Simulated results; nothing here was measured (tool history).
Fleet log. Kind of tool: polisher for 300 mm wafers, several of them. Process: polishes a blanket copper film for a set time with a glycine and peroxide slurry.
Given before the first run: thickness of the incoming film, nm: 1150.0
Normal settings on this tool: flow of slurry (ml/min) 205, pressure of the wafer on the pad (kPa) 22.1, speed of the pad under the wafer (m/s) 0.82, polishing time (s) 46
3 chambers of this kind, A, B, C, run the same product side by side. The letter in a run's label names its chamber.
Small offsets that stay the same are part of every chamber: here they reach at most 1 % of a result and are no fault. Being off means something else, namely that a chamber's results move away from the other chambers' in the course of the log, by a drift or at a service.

run   hour  flow of slurry (ml/min)  pressure of the wafer on the pad (kPa)  speed of the pad under the wafer (m/s)  polishing time (s)  film removed (angstrom)
 1C    5.7                      205                                    22.1                                    0.82                  46                   2275.3
 2B   13.2                      205                                    22.1                                    0.82                  46                   2301.4
 3A   18.6                      205                                    22.1                                    0.82                  46                   2304.0
 4B   28.6                      205                                    22.1                                    0.82                  46                   2299.9
      31.0  -- chamber B: worn pad replaced by a new one
 5C   35.1                      205                                    22.1                                    0.82                  46                   2247.9
 6A   43.5                      205                                    22.1                                    0.82                  46                   2318.1
      48.0  -- chamber A: head pressure recalibrated
 7A   49.4                      205                                    22.1                                    0.82                  46                   2302.6
 8C   58.9                      205                                    22.1                                    0.82                  46                   2294.3
 9B   69.7                      205                                    22.1                                    0.82                  46                   2270.5
10A   75.0                      270                                    26.9                                    0.82                  46                   2783.8
11C   84.5                      270                                    26.9                                    0.82                  46                   2780.8
12B   90.9                      270                                    26.9                                    0.82                  46                   2772.0
      91.8  -- chamber A: worn pad replaced by a new one
13C  101.2                      205                                    22.1                                    0.82                  46                   2253.1
14A  106.7                      205                                    22.1                                    0.82                  46                   2314.0
     111.0  -- chamber C: worn pad replaced by a new one
15B  117.7                      205                                    22.1                                    0.82                  46                   2301.3
16B  127.5                      205                                    22.1                                    0.82                  46                   2296.7
17C  136.0                      205                                    14.5                                    0.82                  46                   1628.6
     140.5  -- chamber C: slurry nozzle cleaned
18A  145.3                      205                                    14.5                                    0.82                  46                   1680.7
19C  152.7                      205                                    14.5                                    0.82                  46                   1639.6
20B  158.4                      205                                    22.1                                    0.82                  46                   2289.1
21A  164.5                      205                                    22.1                                    0.82                  46                   2279.0
22B  172.8                      205                                    16.5                                    0.82                  46                   1821.5
23C  183.0                      205                                    16.5                                    0.82                  46                   1807.5
24A  190.8                      205                                    16.5                                    0.82                  46                   1852.7
     195.3  -- chamber A: worn pad replaced by a new one
25A  202.2                      205                                    22.1                                    0.82                  46                   2316.1
26C  212.3                      205                                    22.1                                    0.82                  46                   2283.2

All chambers now run identical settings, listed one chamber a line with results as question marks. What results will each chamber show?
27A  220.7                      250                                    22.1                                    0.82                  46                        ?
27B  220.7                      250                                    22.1                                    0.82                  46                        ?
27C  220.7                      250                                    22.1                                    0.82                  46                        ?

run  film removed (angstrom)
27A                   2346.2
27B                   2340.4
27C                   2331.1
